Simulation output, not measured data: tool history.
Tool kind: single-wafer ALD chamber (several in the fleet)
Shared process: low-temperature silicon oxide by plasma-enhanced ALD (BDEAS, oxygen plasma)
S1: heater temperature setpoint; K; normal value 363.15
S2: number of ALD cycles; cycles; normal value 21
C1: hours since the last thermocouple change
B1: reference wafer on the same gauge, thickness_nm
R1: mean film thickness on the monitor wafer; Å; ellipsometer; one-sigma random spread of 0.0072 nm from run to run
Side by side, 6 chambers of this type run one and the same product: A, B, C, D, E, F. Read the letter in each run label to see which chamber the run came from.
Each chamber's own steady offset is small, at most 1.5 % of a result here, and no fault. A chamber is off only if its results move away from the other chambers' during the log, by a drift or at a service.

Run 1B, hour 10.2: usual settings; C1 822.9; B1 2.5805. Result: R1 30.975 Å.
Run 2F, hour 15.8: usual settings; C1 657.1; B1 2.5796. Result: R1 30.672 Å.
Run 3D, hour 26: usual settings; C1 716.7; B1 2.5802. Result: R1 31.212 Å.
Run 4A, hour 31: usual settings; C1 98.9; B1 2.5788. Result: R1 30.793 Å.
Run 5C, hour 36.3: usual settings; C1 2453; B1 2.579. Result: R1 30.995 Å.
Run 6E, hour 46.5: usual settings; C1 239.7; B1 2.5806. Result: R1 31.234 Å.
Run 7C, hour 53.1: usual settings; C1 2469.8; B1 2.5798. Result: R1 31.174 Å.
Run 8A, hour 61.4: usual settings; C1 129.3; B1 2.582. Result: R1 30.753 Å.
Run 9E, hour 71.1: usual settings; C1 264.3; B1 2.5818. Result: R1 31.225 Å.
Run 10F, hour 76.8: usual settings; C1 718.1; B1 2.5802. Result: R1 30.711 Å.
Run 11B, hour 86.8: usual settings; C1 899.5; B1 2.5797. Result: R1 31.086 Å.
Run 12D, hour 92.3: usual settings; C1 783; B1 2.5797. Result: R1 31.086 Å.
Run 13B, hour 98.4: usual settings; C1 911.1; B1 2.5793. Result: R1 31.159 Å.
Run 14C, hour 108.2: usual settings but S1 374.15 K; C1 2524.9; B1 2.5815. Result: R1 29.953 Å.
Run 15F, hour 117.6: usual settings but S1 374.15 K; C1 758.9; B1 2.5803. Result: R1 29.542 Å.
Run 16E, hour 124.3: usual settings but S1 374.15 K; C1 317.5; B1 2.5796. Result: R1 30.012 Å.
Run 17A, hour 131.5: usual settings but S1 374.15 K; C1 199.4; B1 2.5796. Result: R1 29.522 Å.
Run 18D, hour 138.5: usual settings but S1 374.15 K; C1 829.2; B1 2.5802. Result: R1 29.876 Å.
Run 19D, hour 148.5: usual settings but S1 374.15 K; C1 839.2; B1 2.5792. Result: R1 29.86 Å.
Run 20C, hour 155.2: usual settings; C1 2571.9; B1 2.5808. Result: R1 31.151 Å.
At hour 160.5: chamber D: thermocouple changed; heater temperature recalibrated.
Run 21B, hour 160.6: usual settings; C1 973.3; B1 2.5793. Result: R1 30.892 Å.
Run 22A, hour 166.9: usual settings; C1 234.8; B1 2.5789. Result: R1 30.765 Å.
Run 23F, hour 173.4: usual settings; C1 814.7; B1 2.5786. Result: R1 30.383 Å.
Run 24E, hour 181.3: usual settings; C1 374.5; B1 2.5801. Result: R1 31.296 Å.
Run 25A, hour 189.8: usual settings; C1 257.7; B1 2.5797. Result: R1 30.728 Å.
Run 26E, hour 199: usual settings; C1 392.2; B1 2.5791. Result: R1 31.23 Å.
Run 27F, hour 207.1: usual settings; C1 848.4; B1 2.5801. Result: R1 30.384 Å.
Run 28B, hour 211.5: usual settings but S1 356.15 K, S2 18 cycles; C1 1024.2; B1 2.5797. Result: R1 27.221 Å.
At hour 213.9: chamber C: thermocouple changed; heater temperature recalibrated.
Run 29C, hour 218.1: usual settings but S1 356.15 K, S2 18 cycles; C1 4.2; B1 2.5791. Result: R1 27.353 Å.
Run 30D, hour 226.8: usual settings but S1 356.15 K, S2 18 cycles; C1 66.4; B1 2.5789. Result: R1 27.321 Å.
Run 31D, hour 232.9: usual settings but S1 356.15 K, S2 18 cycles; C1 72.5; B1 2.579. Result: R1 27.307 Å.
Run 32C, hour 240.7: usual settings but S1 356.15 K, S2 18 cycles; C1 26.8; B1 2.5815. Result: R1 27.275 Å.
Run 33F, hour 247: usual settings but S1 356.15 K, S2 18 cycles; C1 888.3; B1 2.5798. Result: R1 26.413 Å.
Run 34B, hour 253.4: usual settings; C1 1066.1; B1 2.5787. Result: R1 31.036 Å.
Run 35A, hour 263.5: usual settings but S2 19 cycles; C1 331.4; B1 2.5797. Result: R1 27.85 Å.
Run 36E, hour 269: usual settings but S2 19 cycles; C1 462.2; B1 2.5809. Result: R1 28.353 Å.

Is one chamber off against the others, does the gauge drift, or is nothing wrong? If a chamber is off, say which, and what the likeliest cause is.

Chamber F drifts away from the others.
Most likely cause: wafer temperature above the value expected at the setpoint (K) = 6.

Below are 4 candidate recipes for chamber F's next run, each the usual settings with a change, their results shown as question marks. Which of them brings F's results back in line with what the other chambers give on the usual settings?
A result is in line if it is within this distance of the other chambers' mean on the usual settings: R1 0.25 Å
Run 37F-1, hour 276.4: usual settings but S1 364.15 K, S2 20 cycles. Result: R1 ?.
Run 37F-2, hour 276.4: usual settings but S1 362.15 K, S2 22 cycles. Result: R1 ?.
Run 37F-3, hour 276.4: usual settings but S1 375.15 K. Result: R1 ?.
Run 37F-4, hour 276.4: usual settings but S1 354.15 K. Result: R1 ?.

The other chambers' mean on the usual settings: R1 31.035 Å
  run      R1
37F-1  28.538
37F-2  31.617
37F-3  29.215
37F-4   31.04
The answer is 37F-4, which returns the chamber to within the allowed miss of the others.
